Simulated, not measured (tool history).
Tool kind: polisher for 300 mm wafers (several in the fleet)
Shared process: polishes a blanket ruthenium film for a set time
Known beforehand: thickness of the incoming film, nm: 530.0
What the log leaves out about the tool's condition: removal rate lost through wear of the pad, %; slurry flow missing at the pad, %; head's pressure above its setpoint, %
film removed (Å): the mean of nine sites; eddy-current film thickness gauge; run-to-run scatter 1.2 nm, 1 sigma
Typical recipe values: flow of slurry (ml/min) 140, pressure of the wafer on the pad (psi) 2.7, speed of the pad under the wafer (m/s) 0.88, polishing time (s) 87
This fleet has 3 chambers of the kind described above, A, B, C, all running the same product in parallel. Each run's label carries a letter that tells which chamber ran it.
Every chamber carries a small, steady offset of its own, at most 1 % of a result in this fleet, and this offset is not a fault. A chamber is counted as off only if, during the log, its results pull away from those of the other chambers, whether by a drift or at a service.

run,hour,flow of slurry (ml/min),pressure of the wafer on the pad (psi),speed of the pad under the wafer (m/s),polishing time (s),wafers polished on this pad,hours since the slurry nozzle was cleaned,hours since the head pressure was calibrated,film removed (Å)
# hour 1.4: chamber B: head pressure recalibrated
1C,4.9,140,2.7,0.88,87,222,89,386.9,1004.3
2B,10.7,140,2.7,0.88,87,574,104.3,9.3,969.37
# hour 11.1: chamber A: worn pad replaced by a new one
# hour 19.1: chamber B: worn pad replaced by a new one
3A,19.7,140,2.7,0.88,87,54,508.8,327.5,991.58
4B,27,140,2.7,0.88,87,50,120.6,25.6,990.17
5C,33.9,140,2.7,0.88,87,404,118,415.9,984.04
6A,43.4,140,2.7,0.88,87,203,532.5,351.2,983.85
7B,48.4,140,2.7,0.88,87,184,142,47,964.99
8C,58.4,140,2.7,0.88,87,558,142.5,440.4,991.29
9A,66.8,140,2.7,0.88,87,350,555.9,374.6,970.51
10C,74.1,140,2.7,0.88,87,657,158.2,456.1,994.51
11A,81.4,140,2.7,0.74,73,441,570.5,389.2,699.29
12B,91.7,140,2.7,0.74,73,456,185.3,90.3,701.43
13B,102.1,140,2.7,0.74,73,522,195.7,100.7,702.22
# hour 105.9: chamber C: worn pad replaced by a new one
14C,109.3,140,2.7,0.88,87,21,193.4,491.3,983.51
# hour 111.6: chamber C: head pressure recalibrated
15A,114,140,2.7,0.88,87,646,603.1,421.8,988.92
# hour 119: chamber B: worn pad replaced by a new one
16C,119.8,140,2.7,0.88,87,87,203.9,8.2,1051.7
17A,125.5,140,2.7,1.12,87,719,614.6,433.3,1258.2
18B,131.7,140,2.7,1.12,87,80,225.3,130.3,1270.3
19C,141.6,140,2.7,1.12,87,224,225.7,30,1344
20B,147.9,140,2.7,0.88,87,181,241.5,146.5,976.89
21A,153.5,140,2.7,0.88,87,895,642.6,461.3,989.22
22C,161.6,140,2.7,0.88,87,350,245.7,50,1048.1
23B,170.6,140,2.7,0.88,87,324,264.2,169.2,975.83
24A,179,140,2.7,0.88,87,1055,668.1,486.8,966.84
25B,188.6,140,2.7,0.72,87,437,282.2,187.2,802.1
26C,194.5,140,2.7,0.72,87,557,278.6,82.9,852.18
27A,199.1,140,2.7,0.72,87,1181,688.2,506.9,813.05
# hour 201: chamber B: worn pad replaced by a new one
# hour 209.4: chamber B: slurry nozzle cleaned
28A,209.5,140,2.7,0.88,87,1247,698.6,517.3,980.33
29B,216.5,140,2.7,0.88,87,97,7.1,215.1,1002
30C,223.1,140,2.7,0.88,87,737,307.2,111.5,1052
31B,231.1,140,2.7,0.88,87,189,21.7,229.7,986.68
32C,240.1,140,2.7,0.88,87,844,324.2,128.5,1051.8
# hour 247.2: chamber C: worn pad replaced by a new one
33A,249.2,140,2.7,0.88,87,1496,738.3,557,975.08
# hour 251.5: chamber A: worn pad replaced by a new one
34C,254.2,140,2.7,0.88,87,44,338.3,142.6,1039.7
35B,263.9,140,2.7,0.88,87,395,54.5,262.5,974.34
36A,273.3,140,2.7,0.88,87,137,762.4,581.1,986.24
37C,283.2,140,2.7,0.88,87,226,367.3,171.6,1046.8
# hour 286.2: chamber B: worn pad replaced by a new one
38B,290.1,140,2.7,0.88,87,24,80.7,288.7,1006.5
39A,295.8,140,2.7,0.88,87,279,784.9,603.6,973.94
40C,303.6,140,3,0.88,87,354,387.7,192,1155.6
41A,313.6,140,3,0.88,87,390,802.7,621.4,1091.7
42B,322,140,3,0.88,87,225,112.6,320.6,1091.8
# hour 323.5: chamber A: slurry nozzle cleaned
# hour 329.6: chamber A: head pressure recalibrated
43A,329.8,140,2.7,0.88,87,492,6.3,0.3,1002.5
44C,336.2,140,2.7,0.88,87,559,420.3,224.6,1056.6

Is one chamber off against the others, does the gauge drift, or is nothing wrong? If a chamber is off, say which, and what the likeliest cause is.

A service on chamber C put it out of line with the rest.
Most likely cause: head's pressure above its setpoint, % = 6.38.

Which of the 4 candidates below, each the usual settings with something changed and its results left as question marks, puts chamber C back in line with what the other chambers give on the usual settings?
In-line tolerance around the mean of the other chambers on the usual settings: film removed (Å) 40
45C-1,343.7,140,2.8,0.88,90,,,,?
45C-2,343.7,140,2.8,0.92,91,,,,?
45C-3,343.7,140,2.7,0.86,85,,,,?
45C-4,343.7,140,2.5,0.88,81,,,,?

Other chambers, usual settings, mean: film removed (Å) 986.22
run,film removed (Å)
45C-1,1124.5
45C-2,1189.5
45C-3,1001
45C-4,905.16
Change 45C-3 lands the chamber within the allowed miss of the other chambers.
